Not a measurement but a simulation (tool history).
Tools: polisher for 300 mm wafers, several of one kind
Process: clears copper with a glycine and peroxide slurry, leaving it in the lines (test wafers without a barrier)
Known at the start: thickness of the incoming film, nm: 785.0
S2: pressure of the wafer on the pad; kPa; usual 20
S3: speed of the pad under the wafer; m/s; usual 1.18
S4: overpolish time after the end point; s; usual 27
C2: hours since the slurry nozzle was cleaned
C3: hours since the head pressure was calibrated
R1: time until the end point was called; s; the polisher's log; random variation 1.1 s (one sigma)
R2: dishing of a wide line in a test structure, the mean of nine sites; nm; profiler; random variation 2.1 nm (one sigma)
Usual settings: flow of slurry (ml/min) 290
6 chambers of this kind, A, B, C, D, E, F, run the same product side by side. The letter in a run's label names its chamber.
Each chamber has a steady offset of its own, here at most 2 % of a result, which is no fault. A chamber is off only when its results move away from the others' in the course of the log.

{"run": "1F", "hour": 12.6, "flow of slurry (ml/min)": 290, "S2": 20, "S3": 1.18, "S4": 27, "wafers polished on this pad": 1082, "C2": 134.8, "C3": 136.2, "R1": 125.38, "R2": 98.822}
{"run": "2B", "hour": 21.8, "flow of slurry (ml/min)": 290, "S2": 20, "S3": 1.18, "S4": 27, "wafers polished on this pad": 847, "C2": 733.6, "C3": 448.6, "R1": 126.44, "R2": 97.215}
{"hour": 27.9, "done": "chamber D: head pressure recalibrated"}
{"run": "3A", "hour": 32.7, "flow of slurry (ml/min)": 290, "S2": 20, "S3": 1.18, "S4": 27, "wafers polished on this pad": 895, "C2": 82.2, "C3": 1123.7, "R1": 130.09, "R2": 98.488}
{"run": "4D", "hour": 45.8, "flow of slurry (ml/min)": 290, "S2": 20, "S3": 1.18, "S4": 27, "wafers polished on this pad": 246, "C2": 662.5, "C3": 18, "R1": 127.46, "R2": 96.909}
{"hour": 50.6, "done": "chamber C: worn pad replaced by a new one"}
{"run": "5E", "hour": 57.4, "flow of slurry (ml/min)": 290, "S2": 20, "S3": 1.18, "S4": 27, "wafers polished on this pad": 622, "C2": 317.4, "C3": 437.8, "R1": 126.96, "R2": 98.064}
{"hour": 62.4, "done": "chamber F: worn pad replaced by a new one"}
{"run": "6C", "hour": 72.4, "flow of slurry (ml/min)": 290, "S2": 20, "S3": 1.18, "S4": 27, "wafers polished on this pad": 86, "C2": 258.7, "C3": 969.1, "R1": 128.57, "R2": 97.094}
{"run": "7E", "hour": 79.6, "flow of slurry (ml/min)": 290, "S2": 20, "S3": 1.18, "S4": 27, "wafers polished on this pad": 710, "C2": 339.6, "C3": 460, "R1": 125.31, "R2": 98.314}
{"hour": 89.8, "done": "chamber A: head pressure recalibrated"}
{"run": "8C", "hour": 92.9, "flow of slurry (ml/min)": 290, "S2": 20, "S3": 1.18, "S4": 27, "wafers polished on this pad": 167, "C2": 279.2, "C3": 989.6, "R1": 125.77, "R2": 97.607}
{"hour": 95.2, "done": "chamber A: worn pad replaced by a new one"}
{"run": "9F", "hour": 105.8, "flow of slurry (ml/min)": 290, "S2": 20, "S3": 1.18, "S4": 27, "wafers polished on this pad": 171, "C2": 228, "C3": 229.4, "R1": 125.93, "R2": 100.99}
{"run": "10D", "hour": 115.6, "flow of slurry (ml/min)": 290, "S2": 20, "S3": 1.18, "S4": 27, "wafers polished on this pad": 521, "C2": 732.3, "C3": 87.8, "R1": 124.35, "R2": 96.871}
{"hour": 117.9, "done": "chamber B: head pressure recalibrated"}
{"hour": 122.6, "done": "chamber D: slurry nozzle cleaned"}
{"run": "11B", "hour": 125.0, "flow of slurry (ml/min)": 290, "S2": 20, "S3": 1.18, "S4": 27, "wafers polished on this pad": 1254, "C2": 836.8, "C3": 7.2, "R1": 124.59, "R2": 97.45}
{"run": "12A", "hour": 132.3, "flow of slurry (ml/min)": 290, "S2": 20, "S3": 1.18, "S4": 27, "wafers polished on this pad": 146, "C2": 181.8, "C3": 42.5, "R1": 127.46, "R2": 94.319}
{"run": "13A", "hour": 140.4, "flow of slurry (ml/min)": 290, "S2": 20, "S3": 1.18, "S4": 27, "wafers polished on this pad": 178, "C2": 189.9, "C3": 50.6, "R1": 128.55, "R2": 96.294}
{"hour": 146.9, "done": "chamber E: slurry nozzle cleaned"}
{"run": "14E", "hour": 152.5, "flow of slurry (ml/min)": 290, "S2": 20, "S3": 1.18, "S4": 27, "wafers polished on this pad": 997, "C2": 5.7, "C3": 532.9, "R1": 127.31, "R2": 91.473}
{"hour": 156.8, "done": "chamber B: worn pad replaced by a new one"}
{"hour": 157.4, "done": "chamber B: slurry nozzle cleaned"}
{"hour": 162.2, "done": "chamber D: worn pad replaced by a new one"}
{"run": "15F", "hour": 168.1, "flow of slurry (ml/min)": 290, "S2": 20, "S3": 1.18, "S4": 27, "wafers polished on this pad": 417, "C2": 290.3, "C3": 291.7, "R1": 123.43, "R2": 100.07}
{"hour": 172.0, "done": "chamber C: head pressure recalibrated"}
{"run": "16D", "hour": 182.9, "flow of slurry (ml/min)": 290, "S2": 13.8, "S3": 1.18, "S4": 27, "wafers polished on this pad": 81, "C2": 60.3, "C3": 155.1, "R1": 170.36, "R2": 77.954}
{"run": "17B", "hour": 195.0, "flow of slurry (ml/min)": 290, "S2": 13.8, "S3": 1.18, "S4": 27, "wafers polished on this pad": 150, "C2": 37.7, "C3": 77.2, "R1": 169.53, "R2": 73.829}
{"run": "18C", "hour": 208.3, "flow of slurry (ml/min)": 290, "S2": 13.8, "S3": 1.18, "S4": 27, "wafers polished on this pad": 622, "C2": 394.6, "C3": 36.4, "R1": 171.44, "R2": 73.212}
{"run": "19E", "hour": 218.7, "flow of slurry (ml/min)": 290, "S2": 13.8, "S3": 1.18, "S4": 27, "wafers polished on this pad": 1259, "C2": 71.9, "C3": 599.1, "R1": 179.87, "R2": 71.48}
{"run": "20F", "hour": 232.1, "flow of slurry (ml/min)": 290, "S2": 13.8, "S3": 1.18, "S4": 27, "wafers polished on this pad": 669, "C2": 354.3, "C3": 355.7, "R1": 168.67, "R2": 79.983}
{"run": "21D", "hour": 240.0, "flow of slurry (ml/min)": 290, "S2": 13.8, "S3": 1.18, "S4": 27, "wafers polished on this pad": 307, "C2": 117.4, "C3": 212.2, "R1": 169.04, "R2": 77.739}
{"run": "22A", "hour": 253.0, "flow of slurry (ml/min)": 290, "S2": 20, "S3": 1.18, "S4": 27, "wafers polished on this pad": 622, "C2": 302.5, "C3": 163.2, "R1": 127.34, "R2": 97.625}
{"hour": 260.5, "done": "chamber E: head pressure recalibrated"}
{"run": "23B", "hour": 265.7, "flow of slurry (ml/min)": 360, "S2": 20, "S3": 1.18, "S4": 27, "wafers polished on this pad": 429, "C2": 108.4, "C3": 147.9, "R1": 123.11, "R2": 101.97}
{"run": "24C", "hour": 276.4, "flow of slurry (ml/min)": 360, "S2": 20, "S3": 1.18, "S4": 27, "wafers polished on this pad": 890, "C2": 462.7, "C3": 104.5, "R1": 124.66, "R2": 94.272}
{"run": "25A", "hour": 284.6, "flow of slurry (ml/min)": 360, "S2": 20, "S3": 1.18, "S4": 27, "wafers polished on this pad": 747, "C2": 334.1, "C3": 194.8, "R1": 126.46, "R2": 94.976}
{"run": "26C", "hour": 297.1, "flow of slurry (ml/min)": 360, "S2": 20, "S3": 1.18, "S4": 27, "wafers polished on this pad": 972, "C2": 483.4, "C3": 125.2, "R1": 124.12, "R2": 97.548}
{"run": "27E", "hour": 309.2, "flow of slurry (ml/min)": 360, "S2": 20, "S3": 1.18, "S4": 27, "wafers polished on this pad": 1615, "C2": 162.4, "C3": 48.8, "R1": 130.1, "R2": 94.418}
{"run": "28B", "hour": 317.0, "flow of slurry (ml/min)": 360, "S2": 20, "S3": 1.18, "S4": 27, "wafers polished on this pad": 631, "C2": 159.7, "C3": 199.2, "R1": 123.38, "R2": 98.774}
{"run": "29D", "hour": 332.6, "flow of slurry (ml/min)": 290, "S2": 20, "S3": 1.18, "S4": 27, "wafers polished on this pad": 672, "C2": 210, "C3": 304.8, "R1": 124.65, "R2": 98.306}
{"hour": 343.0, "done": "chamber A: worn pad replaced by a new one"}
{"run": "30F", "hour": 345.3, "flow of slurry (ml/min)": 290, "S2": 20, "S3": 1.18, "S4": 27, "wafers polished on this pad": 1115, "C2": 467.5, "C3": 468.9, "R1": 122.86, "R2": 96.878}
{"run": "31B", "hour": 354.9, "flow of slurry (ml/min)": 290, "S2": 20, "S3": 1.18, "S4": 27, "wafers polished on this pad": 781, "C2": 197.6, "C3": 237.1, "R1": 125.29, "R2": 99.416}
{"run": "32C", "hour": 363.7, "flow of slurry (ml/min)": 290, "S2": 25.5, "S3": 1.18, "S4": 27, "wafers polished on this pad": 1234, "C2": 550, "C3": 191.8, "R1": 102.04, "R2": 111.44}
{"hour": 372.7, "done": "chamber F: worn pad replaced by a new one"}
{"run": "33E", "hour": 377.2, "flow of slurry (ml/min)": 290, "S2": 25.5, "S3": 1.18, "S4": 27, "wafers polished on this pad": 1884, "C2": 230.4, "C3": 116.8, "R1": 110.49, "R2": 110.86}
{"hour": 385.9, "done": "chamber D: worn pad replaced by a new one"}
{"run": "34A", "hour": 388.1, "flow of slurry (ml/min)": 290, "S2": 25.5, "S3": 1.18, "S4": 27, "wafers polished on this pad": 177, "C2": 437.6, "C3": 298.3, "R1": 104.27, "R2": 114.11}
{"hour": 397.5, "done": "chamber F: slurry nozzle cleaned"}
{"run": "35F", "hour": 403.4, "flow of slurry (ml/min)": 290, "S2": 25.5, "S3": 1.18, "S4": 27, "wafers polished on this pad": 121, "C2": 6, "C3": 527, "R1": 101.57, "R2": 113.19}
{"hour": 409.8, "done": "chamber C: slurry nozzle cleaned"}
{"run": "36D", "hour": 419.8, "flow of slurry (ml/min)": 290, "S2": 25.5, "S3": 1.18, "S4": 27, "wafers polished on this pad": 133, "C2": 297.2, "C3": 392, "R1": 101.83, "R2": 114.22}
{"run": "37C", "hour": 433.8, "flow of slurry (ml/min)": 290, "S2": 25.5, "S3": 1.18, "S4": 27, "wafers polished on this pad": 1511, "C2": 24, "C3": 261.9, "R1": 104.17, "R2": 111.49}

Next, every chamber runs the same settings. What will each give?
{"run": "38A", "hour": 445.6, "flow of slurry (ml/min)": 290, "S2": 20, "S3": 1.58, "S4": 27, "R1": "?", "R2": "?"}
{"run": "38B", "hour": 445.6, "flow of slurry (ml/min)": 290, "S2": 20, "S3": 1.58, "S4": 27, "R1": "?", "R2": "?"}
{"run": "38C", "hour": 445.6, "flow of slurry (ml/min)": 290, "S2": 20, "S3": 1.58, "S4": 27, "R1": "?", "R2": "?"}
{"run": "38D", "hour": 445.6, "flow of slurry (ml/min)": 290, "S2": 20, "S3": 1.58, "S4": 27, "R1": "?", "R2": "?"}
{"run": "38E", "hour": 445.6, "flow of slurry (ml/min)": 290, "S2": 20, "S3": 1.58, "S4": 27, "R1": "?", "R2": "?"}
{"run": "38F", "hour": 445.6, "flow of slurry (ml/min)": 290, "S2": 20, "S3": 1.58, "S4": 27, "R1": "?", "R2": "?"}

run=38A R1=97.927 R2=112.96
run=38B R1=97.522 R2=111.29
run=38C R1=98.386 R2=111.31
run=38D R1=95.113 R2=113.48
run=38E R1=108.45 R2=103.16
run=38F R1=96.526 R2=115.62
